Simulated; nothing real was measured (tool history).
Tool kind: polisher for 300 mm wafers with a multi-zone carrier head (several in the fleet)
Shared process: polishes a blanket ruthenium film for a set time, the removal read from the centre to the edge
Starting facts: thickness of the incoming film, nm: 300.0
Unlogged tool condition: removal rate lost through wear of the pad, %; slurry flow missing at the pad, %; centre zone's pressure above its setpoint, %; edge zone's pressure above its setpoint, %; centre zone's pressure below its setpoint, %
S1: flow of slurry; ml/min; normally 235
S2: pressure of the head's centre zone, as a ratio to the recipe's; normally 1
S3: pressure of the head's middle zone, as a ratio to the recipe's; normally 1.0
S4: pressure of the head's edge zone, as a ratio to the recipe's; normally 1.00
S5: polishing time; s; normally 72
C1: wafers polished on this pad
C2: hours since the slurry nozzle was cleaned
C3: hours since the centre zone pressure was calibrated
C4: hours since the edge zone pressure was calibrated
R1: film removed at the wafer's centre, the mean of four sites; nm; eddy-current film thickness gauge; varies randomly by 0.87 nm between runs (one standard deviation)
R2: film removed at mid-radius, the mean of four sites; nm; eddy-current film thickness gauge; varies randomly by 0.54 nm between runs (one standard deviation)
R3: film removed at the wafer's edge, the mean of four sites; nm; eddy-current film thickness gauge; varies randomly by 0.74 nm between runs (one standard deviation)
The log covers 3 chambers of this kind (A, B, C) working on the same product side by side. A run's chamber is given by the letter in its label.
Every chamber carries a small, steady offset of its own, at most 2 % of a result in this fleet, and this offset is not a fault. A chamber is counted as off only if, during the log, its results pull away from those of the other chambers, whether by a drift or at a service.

{"run": "1A", "hour": 5.3, "S1": 235, "S2": 1, "S3": 1.0, "S4": 1.0, "S5": 72, "C1": 278, "C2": 121.6, "C3": 876.3, "C4": 33.0, "R1": 67.66, "R2": 67.789, "R3": 67.229}
{"run": "2B", "hour": 10.6, "S1": 235, "S2": 1, "S3": 1.0, "S4": 1.0, "S5": 72, "C1": 432, "C2": 604.5, "C3": 259.9, "C4": 657.9, "R1": 67.276, "R2": 68.48, "R3": 68.57}
{"run": "3C", "hour": 14.6, "S1": 235, "S2": 1, "S3": 1.0, "S4": 1.0, "S5": 72, "C1": 322, "C2": 197.4, "C3": 20.7, "C4": 759.3, "R1": 66.299, "R2": 66.914, "R3": 66.975}
{"run": "4C", "hour": 17.5, "S1": 235, "S2": 1, "S3": 1.0, "S4": 1.0, "S5": 72, "C1": 353, "C2": 200.3, "C3": 23.6, "C4": 762.2, "R1": 66.206, "R2": 66.805, "R3": 67.238}
{"hour": 21.7, "done": "chamber A: worn pad replaced by a new one"}
{"run": "5A", "hour": 22.0, "S1": 235, "S2": 1, "S3": 1.0, "S4": 1.0, "S5": 72, "C1": 3, "C2": 138.3, "C3": 893.0, "C4": 49.7, "R1": 65.548, "R2": 67.975, "R3": 69.137}
{"run": "6B", "hour": 26.4, "S1": 235, "S2": 1, "S3": 1.0, "S4": 1.0, "S5": 72, "C1": 598, "C2": 620.3, "C3": 275.7, "C4": 673.7, "R1": 67.748, "R2": 68.368, "R3": 68.05}
{"run": "7A", "hour": 32.0, "S1": 235, "S2": 1, "S3": 1.0, "S4": 1.0, "S5": 72, "C1": 108, "C2": 148.3, "C3": 903.0, "C4": 59.7, "R1": 67.014, "R2": 68.445, "R3": 66.782}
{"run": "8B", "hour": 38.0, "S1": 235, "S2": 1, "S3": 1.0, "S4": 1.0, "S5": 72, "C1": 720, "C2": 631.9, "C3": 287.3, "C4": 685.3, "R1": 66.264, "R2": 67.003, "R3": 67.783}
{"run": "9C", "hour": 43.1, "S1": 235, "S2": 1, "S3": 1.0, "S4": 1.0, "S5": 72, "C1": 622, "C2": 225.9, "C3": 49.2, "C4": 787.8, "R1": 66.598, "R2": 66.684, "R3": 67.344}
{"hour": 44.9, "done": "chamber C: worn pad replaced by a new one"}
{"run": "10B", "hour": 46.9, "S1": 235, "S2": 1, "S3": 1.0, "S4": 1.0, "S5": 72, "C1": 813, "C2": 640.8, "C3": 296.2, "C4": 694.2, "R1": 67.35, "R2": 67.404, "R3": 67.795}
{"run": "11C", "hour": 50.0, "S1": 235, "S2": 1, "S3": 1.0, "S4": 1.0, "S5": 72, "C1": 53, "C2": 232.8, "C3": 56.1, "C4": 794.7, "R1": 67.506, "R2": 66.069, "R3": 67.309}
{"run": "12A", "hour": 55.7, "S1": 235, "S2": 1, "S3": 1.0, "S4": 1.0, "S5": 72, "C1": 357, "C2": 172.0, "C3": 926.7, "C4": 83.4, "R1": 68.486, "R2": 68.472, "R3": 67.357}
{"run": "13A", "hour": 60.8, "S1": 235, "S2": 1, "S3": 1.0, "S4": 1.11, "S5": 72, "C1": 411, "C2": 177.1, "C3": 931.8, "C4": 88.5, "R1": 65.648, "R2": 68.043, "R3": 72.31}
{"run": "14B", "hour": 64.5, "S1": 235, "S2": 1, "S3": 1.0, "S4": 1.11, "S5": 72, "C1": 998, "C2": 658.4, "C3": 313.8, "C4": 711.8, "R1": 64.882, "R2": 67.704, "R3": 72.383}
{"hour": 65.0, "done": "chamber A: worn pad replaced by a new one"}
{"run": "15C", "hour": 70.3, "S1": 235, "S2": 1, "S3": 1.0, "S4": 1.11, "S5": 72, "C1": 267, "C2": 253.1, "C3": 76.4, "C4": 815.0, "R1": 65.821, "R2": 66.46, "R3": 70.852}
{"run": "16B", "hour": 74.0, "S1": 235, "S2": 1, "S3": 1.0, "S4": 1.0, "S5": 72, "C1": 1098, "C2": 667.9, "C3": 323.3, "C4": 721.3, "R1": 65.571, "R2": 68.004, "R3": 68.596}
{"run": "17C", "hour": 77.8, "S1": 235, "S2": 1, "S3": 1.0, "S4": 1.0, "S5": 72, "C1": 346, "C2": 260.6, "C3": 83.9, "C4": 822.5, "R1": 67.984, "R2": 66.676, "R3": 66.964}
{"run": "18A", "hour": 82.9, "S1": 235, "S2": 1, "S3": 1.0, "S4": 1.0, "S5": 72, "C1": 188, "C2": 199.2, "C3": 953.9, "C4": 110.6, "R1": 67.574, "R2": 66.887, "R3": 68.018}
{"run": "19B", "hour": 88.3, "S1": 235, "S2": 1, "S3": 1.0, "S4": 1.0, "S5": 72, "C1": 1248, "C2": 682.2, "C3": 337.6, "C4": 735.6, "R1": 62.443, "R2": 68.316, "R3": 67.993}
{"run": "20C", "hour": 92.0, "S1": 235, "S2": 1, "S3": 1.0, "S4": 1.0, "S5": 72, "C1": 495, "C2": 274.8, "C3": 98.1, "C4": 836.7, "R1": 66.018, "R2": 67.333, "R3": 67.298}
{"run": "21A", "hour": 97.3, "S1": 235, "S2": 1, "S3": 1.0, "S4": 1.0, "S5": 72, "C1": 340, "C2": 213.6, "C3": 968.3, "C4": 125.0, "R1": 67.274, "R2": 67.857, "R3": 66.974}
{"run": "22A", "hour": 100.1, "S1": 235, "S2": 1, "S3": 1.0, "S4": 1.0, "S5": 72, "C1": 369, "C2": 216.4, "C3": 971.1, "C4": 127.8, "R1": 66.541, "R2": 67.28, "R3": 66.542}
{"hour": 100.2, "done": "chamber B: worn pad replaced by a new one"}
{"hour": 103.0, "done": "chamber C: worn pad replaced by a new one"}
{"run": "23C", "hour": 104.7, "S1": 235, "S2": 1, "S3": 1.0, "S4": 1.0, "S5": 72, "C1": 18, "C2": 287.5, "C3": 110.8, "C4": 849.4, "R1": 66.66, "R2": 66.272, "R3": 67.57}
{"run": "24B", "hour": 107.8, "S1": 235, "S2": 1, "S3": 1.0, "S4": 1.0, "S5": 72, "C1": 80, "C2": 701.7, "C3": 357.1, "C4": 755.1, "R1": 64.969, "R2": 68.306, "R3": 67.283}
{"run": "25C", "hour": 111.2, "S1": 235, "S2": 1, "S3": 1.0, "S4": 1.0, "S5": 72, "C1": 86, "C2": 294.0, "C3": 117.3, "C4": 855.9, "R1": 67.373, "R2": 66.512, "R3": 67.225}
{"run": "26A", "hour": 114.9, "S1": 235, "S2": 1, "S3": 1.1, "S4": 1.0, "S5": 72, "C1": 525, "C2": 231.2, "C3": 985.9, "C4": 142.6, "R1": 67.942, "R2": 74.255, "R3": 67.269}
{"hour": 119.0, "done": "chamber A: worn pad replaced by a new one"}
{"run": "27B", "hour": 120.7, "S1": 235, "S2": 1, "S3": 1.1, "S4": 1.0, "S5": 72, "C1": 216, "C2": 714.6, "C3": 370.0, "C4": 768.0, "R1": 61.916, "R2": 73.518, "R3": 67.258}
{"run": "28A", "hour": 125.2, "S1": 235, "S2": 1, "S3": 1.1, "S4": 1.0, "S5": 72, "C1": 65, "C2": 241.5, "C3": 996.2, "C4": 152.9, "R1": 67.398, "R2": 74.651, "R3": 66.245}
{"run": "29C", "hour": 128.1, "S1": 235, "S2": 1, "S3": 1.0, "S4": 1.0, "S5": 72, "C1": 264, "C2": 310.9, "C3": 134.2, "C4": 872.8, "R1": 67.351, "R2": 66.694, "R3": 66.599}
{"run": "30B", "hour": 130.8, "S1": 210, "S2": 1, "S3": 1.0, "S4": 1.08, "S5": 72, "C1": 322, "C2": 724.7, "C3": 380.1, "C4": 778.1, "R1": 60.13, "R2": 66.557, "R3": 69.207}
{"run": "31A", "hour": 133.9, "S1": 210, "S2": 1, "S3": 1.0, "S4": 1.08, "S5": 72, "C1": 156, "C2": 250.2, "C3": 1004.9, "C4": 161.6, "R1": 66.159, "R2": 67.149, "R3": 68.945}
{"run": "32C", "hour": 138.2, "S1": 210, "S2": 1, "S3": 1.0, "S4": 1.08, "S5": 72, "C1": 370, "C2": 321.0, "C3": 144.3, "C4": 882.9, "R1": 66.544, "R2": 65.328, "R3": 68.579}
{"run": "33B", "hour": 144.0, "S1": 235, "S2": 1, "S3": 1.0, "S4": 1.0, "S5": 72, "C1": 461, "C2": 737.9, "C3": 393.3, "C4": 791.3, "R1": 60.289, "R2": 67.922, "R3": 68.19}
{"run": "34B", "hour": 148.6, "S1": 235, "S2": 1, "S3": 1.0, "S4": 1.0, "S5": 72, "C1": 509, "C2": 742.5, "C3": 397.9, "C4": 795.9, "R1": 60.476, "R2": 67.374, "R3": 68.225}
{"run": "35A", "hour": 152.1, "S1": 235, "S2": 1, "S3": 1.0, "S4": 1.0, "S5": 72, "C1": 348, "C2": 268.4, "C3": 1023.1, "C4": 179.8, "R1": 66.519, "R2": 67.911, "R3": 67.114}
{"run": "36C", "hour": 155.6, "S1": 235, "S2": 1, "S3": 1.0, "S4": 1.0, "S5": 72, "C1": 553, "C2": 338.4, "C3": 161.7, "C4": 900.3, "R1": 67.493, "R2": 67.05, "R3": 67.097}

Predict what each chamber gives when all 3 of them run the settings below next.
{"run": "37A", "hour": 159.9, "S1": 235, "S2": 1, "S3": 1.0, "S4": 1.0, "S5": 72, "R1": "?", "R2": "?", "R3": "?"}
{"run": "37B", "hour": 159.9, "S1": 235, "S2": 1, "S3": 1.0, "S4": 1.0, "S5": 72, "R1": "?", "R2": "?", "R3": "?"}
{"run": "37C", "hour": 159.9, "S1": 235, "S2": 1, "S3": 1.0, "S4": 1.0, "S5": 72, "R1": "?", "R2": "?", "R3": "?"}

run=37A R1=66.528 R2=67.806 R3=65.467
run=37B R1=60.572 R2=67.357 R3=67.940
run=37C R1=67.149 R2=66.018 R3=67.199
